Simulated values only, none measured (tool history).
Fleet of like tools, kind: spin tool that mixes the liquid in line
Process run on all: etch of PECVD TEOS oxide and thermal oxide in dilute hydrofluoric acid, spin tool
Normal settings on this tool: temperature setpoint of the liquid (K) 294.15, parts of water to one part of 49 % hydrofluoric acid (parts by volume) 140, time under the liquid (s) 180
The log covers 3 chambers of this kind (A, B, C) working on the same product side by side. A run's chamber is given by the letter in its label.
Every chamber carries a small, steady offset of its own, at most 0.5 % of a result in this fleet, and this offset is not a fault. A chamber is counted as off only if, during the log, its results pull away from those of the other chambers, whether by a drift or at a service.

| run | hour | temperature setpoint of the liquid (K) | parts of water to one part of 49 % hydrofluoric acid (parts by volume) | time under the liquid (s) | hours since the thermometer was replaced | hours since the hydrofluoric acid flow meter was replaced | read-back film thickness of the PECVD TEOS oxide reference wafer, read on the same gauge (nm) | read-back film thickness of the thermal oxide reference wafer, read on the same gauge (nm) | thickness taken off the PECVD TEOS oxide on a monitor wafer (nm) | thickness taken off the thermal oxide on a monitor wafer (nm) |
|---|---|---|---|---|---|---|---|---|---|---|
| 1C | 4.0 | 294.15 | 140 | 180 | 239.0 | 1680.6 | 69.996 | 129.97 | 9.2977 | 5.1926 |
| 2A | 8.4 | 294.15 | 140 | 180 | 1316.6 | 1133.2 | 69.997 | 130.03 | 9.3952 | 5.1676 |
| 3B | 12.1 | 294.15 | 140 | 180 | 1026.7 | 1726.9 | 69.991 | 130.02 | 9.4217 | 5.1335 |
| 4C | 17.6 | 294.15 | 140 | 180 | 252.6 | 1694.2 | 70.008 | 129.99 | 9.3391 | 5.1741 |
| 5A | 22.7 | 294.15 | 140 | 180 | 1330.9 | 1147.5 | 70.003 | 129.96 | 9.4588 | 5.1993 |
| 6B | 26.5 | 294.15 | 140 | 180 | 1041.1 | 1741.3 | 69.996 | 129.95 | 9.2589 | 5.0567 |
| 7C | 31.3 | 294.15 | 140 | 180 | 266.3 | 1707.9 | 70.014 | 129.94 | 9.3758 | 5.1228 |
| 8A | 37.0 | 294.15 | 185 | 180 | 1345.2 | 1161.8 | 69.982 | 129.94 | 6.8095 | 3.7592 |
| 9B | 41.2 | 294.15 | 185 | 180 | 1055.8 | 1756.0 | 69.997 | 129.95 | 6.5875 | 3.6268 |
| 10C | 44.7 | 294.15 | 185 | 180 | 279.7 | 1721.3 | 69.989 | 130.03 | 6.8265 | 3.6631 |
| 11A | 49.3 | 294.15 | 140 | 180 | 1357.5 | 1174.1 | 70.013 | 130.00 | 9.3512 | 5.1352 |
| 12B | 53.1 | 294.15 | 140 | 180 | 1067.7 | 1767.9 | 70.007 | 130.01 | 9.3712 | 4.9909 |
| 13A | 57.5 | 294.15 | 140 | 180 | 1365.7 | 1182.3 | 69.988 | 129.99 | 9.4937 | 5.1541 |
| 14B | 60.9 | 294.15 | 140 | 180 | 1075.5 | 1775.7 | 69.995 | 130.04 | 9.2912 | 5.1779 |
| 15C | 65.7 | 294.15 | 140 | 180 | 300.7 | 1742.3 | 69.990 | 130.06 | 9.4012 | 5.1226 |
| 16B | 72.0 | 294.15 | 75 | 215 | 1086.6 | 1786.8 | 69.967 | 129.99 | 22.7090 | 12.3540 |
| 17C | 75.4 | 294.15 | 75 | 215 | 310.4 | 1752.0 | 69.989 | 130.04 | 21.8830 | 12.1820 |
| 18A | 79.7 | 294.15 | 75 | 215 | 1387.9 | 1204.5 | 70.004 | 130.02 | 22.7100 | 12.3760 |
| 19C | 86.1 | 294.15 | 140 | 180 | 321.1 | 1762.7 | 70.011 | 130.01 | 9.3625 | 5.1563 |
| 20A | 89.5 | 294.15 | 140 | 180 | 1397.7 | 1214.3 | 70.018 | 129.99 | 9.3551 | 5.2059 |
| 21B | 93.6 | 294.15 | 140 | 180 | 1108.2 | 1808.4 | 70.010 | 129.95 | 9.2910 | 5.1364 |
| 22B | 100.0 | 294.15 | 140 | 180 | 1114.6 | 1814.8 | 70.016 | 130.02 | 9.2398 | 5.1273 |
| 23C | 104.2 | 294.15 | 140 | 180 | 339.2 | 1780.8 | 69.989 | 130.00 | 9.1603 | 5.0463 |
| 24A | 109.4 | 296.65 | 140 | 180 | 1417.6 | 1234.2 | 70.022 | 129.98 | 10.4180 | 5.7326 |
| 25C | 114.8 | 296.65 | 140 | 180 | 349.8 | 1791.4 | 69.997 | 130.04 | 9.9454 | 5.5069 |
|  | 117.2 | chamber B: hydrofluoric acid flow meter replaced |
| 26A | 119.9 | 296.65 | 140 | 180 | 1428.1 | 1244.7 | 70.012 | 130.00 | 10.4630 | 5.7583 |
| 27B | 126.8 | 297.15 | 80 | 180 | 1141.4 | 9.6 | 70.003 | 129.96 | 19.9910 | 10.8290 |
| 28C | 132.3 | 297.15 | 80 | 180 | 367.3 | 1808.9 | 70.014 | 129.96 | 18.8770 | 10.4580 |
| 29B | 135.8 | 297.15 | 80 | 180 | 1150.4 | 18.6 | 70.002 | 130.04 | 19.8640 | 10.7910 |
| 30A | 139.8 | 294.15 | 140 | 180 | 1448.0 | 1264.6 | 70.013 | 130.01 | 9.4774 | 5.2074 |
| 31A | 143.7 | 294.15 | 140 | 180 | 1451.9 | 1268.5 | 69.998 | 129.96 | 9.4507 | 5.1578 |
| 32C | 148.1 | 294.15 | 140 | 180 | 383.1 | 1824.7 | 70.010 | 130.02 | 8.7940 | 4.8663 |
| 33B | 153.3 | 290.65 | 140 | 180 | 1167.9 | 36.1 | 69.992 | 130.07 | 8.1146 | 4.3963 |
| 34A | 160.1 | 290.65 | 140 | 180 | 1468.3 | 1284.9 | 69.998 | 130.00 | 8.1954 | 4.4324 |
| 35C | 165.8 | 290.65 | 140 | 180 | 400.8 | 1842.4 | 69.991 | 130.00 | 7.5870 | 4.1922 |
| 36B | 169.6 | 296.15 | 140 | 180 | 1184.2 | 52.4 | 70.004 | 130.07 | 10.1770 | 5.5701 |
| 37C | 174.4 | 296.15 | 140 | 180 | 409.4 | 1851.0 | 69.987 | 129.94 | 9.3459 | 5.2395 |
| 38B | 179.4 | 296.15 | 140 | 180 | 1194.0 | 62.2 | 70.010 | 130.02 | 10.0720 | 5.5221 |
| 39A | 184.9 | 294.15 | 140 | 180 | 1493.1 | 1309.7 | 70.013 | 129.97 | 9.3904 | 5.2342 |
| 40B | 188.8 | 294.15 | 140 | 180 | 1203.4 | 71.6 | 69.989 | 129.97 | 9.3520 | 5.1532 |
| 41A | 192.9 | 294.15 | 100 | 105 | 1501.1 | 1317.7 | 69.999 | 129.98 | 8.0559 | 4.4517 |
| 42C | 199.8 | 294.15 | 100 | 105 | 434.8 | 1876.4 | 69.988 | 129.99 | 7.2008 | 3.9996 |
| 43B | 205.3 | 294.15 | 100 | 105 | 1219.9 | 88.1 | 70.008 | 130.00 | 7.9653 | 4.2814 |

All chambers now run identical settings, listed one chamber a line with results as question marks. What results will each chamber show?
| 44A | 210.5 | 294.15 | 140 | 180 |  |  |  |  | ? | ? |
| 44B | 210.5 | 294.15 | 140 | 180 |  |  |  |  | ? | ? |
| 44C | 210.5 | 294.15 | 140 | 180 |  |  |  |  | ? | ? |

| run | thickness taken off the PECVD TEOS oxide on a monitor wafer (nm) | thickness taken off the thermal oxide on a monitor wafer (nm) |
|---|---|---|
| 44A | 9.3887 | 5.1952 |
| 44B | 9.3920 | 5.1317 |
| 44C | 8.4253 | 4.6578 |
